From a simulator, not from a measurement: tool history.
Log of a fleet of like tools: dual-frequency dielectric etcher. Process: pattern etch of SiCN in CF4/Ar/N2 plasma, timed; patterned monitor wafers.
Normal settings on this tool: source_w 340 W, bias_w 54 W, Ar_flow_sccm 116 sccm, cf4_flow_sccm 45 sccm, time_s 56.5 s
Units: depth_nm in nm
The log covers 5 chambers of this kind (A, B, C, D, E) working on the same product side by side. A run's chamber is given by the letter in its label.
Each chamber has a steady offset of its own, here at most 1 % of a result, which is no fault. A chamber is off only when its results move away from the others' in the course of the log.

run	hour	source_w	bias_w	Ar_flow_sccm	cf4_flow_sccm	time_s	read-back reference wafer on the same gauge, depth_nm	depth_nm
1D	4.4	340	54	116	45	56.5	32.385	31.25
2B	8.1	340	54	116	45	56.5	32.391	31.311
3C	13.4	340	54	116	45	56.5	32.383	30.902
4A	17.5	340	54	116	45	56.5	32.4	31.276
5E	22.2	340	54	116	45	56.5	32.389	31.409
6B	27.4	340	54	116	45	56.5	32.427	31.329
# hour 30: chamber B: bias power generator calibrated
7A	33	340	54	116	45	56.5	32.408	31.236
8E	37.5	340	54	116	45	56.5	32.394	31.25
9D	42.9	340	54	116	45	56.5	32.406	31.104
# hour 44: chamber E: wet clean of the chamber
10C	47.6	340	54	116	45	56.5	32.402	31.045
# hour 49: chamber B: source power generator calibrated
11D	53.1	340	54	116	45	56.5	32.391	31.406
12B	60	290	54	116	45	45.5	32.416	21.9
13A	64.8	290	54	116	45	45.5	32.399	21.86
14C	71.3	290	54	116	45	45.5	32.382	21.724
15E	75.8	290	54	116	45	45.5	32.375	21.904
16E	80.1	290	54	116	45	45.5	32.434	21.875
17B	87.1	340	54	116	45	56.5	32.364	31.408
18C	90.8	340	59	128	45	56.5	32.414	31.366
19D	95.1	340	59	128	45	56.5	32.402	31.918
# hour 95.8: chamber A: wet clean of the chamber
20A	98.8	340	59	128	45	56.5	32.38	31.832
21C	104.1	340	59	128	45	56.5	32.394	31.464
22A	109.1	340	59	128	45	56.5	32.399	31.698
23B	113	340	54	116	45	44.5	32.38	24.569
24D	118.1	340	54	116	45	44.5	32.406	24.734
25E	123.7	340	54	116	45	44.5	32.416	24.765
26E	127.6	340	54	116	45	44.5	32.383	24.664
27C	133.8	340	54	116	45	44.5	32.378	24.417
28D	140.1	340	54	116	45	56.5	32.392	31.734
29A	146.1	340	59	116	45	56.5	32.418	32.279
30B	152.7	340	59	116	45	56.5	32.412	32.341
31A	156.4	340	59	116	45	56.5	32.406	32.404
# hour 157.2: chamber C: wet clean of the chamber
32E	161.6	340	59	116	45	56.5	32.415	32.444
33C	164.9	340	59	116	45	56.5	32.402	32.096
34D	171.8	340	54	116	45	47	32.398	26.455
35B	178	340	54	116	45	47	32.397	25.971
36B	184.3	340	54	116	45	47	32.394	26.019

All 5 chambers run these settings next. Forecast each chamber's results:
37A	189.4	340	54	116	45	56.5		?
37B	189.4	340	54	116	45	56.5		?
37C	189.4	340	54	116	45	56.5		?
37D	189.4	340	54	116	45	56.5		?
37E	189.4	340	54	116	45	56.5		?

run	depth_nm
37A	31.157
37B	31.335
37C	30.961
37D	31.904
37E	31.332
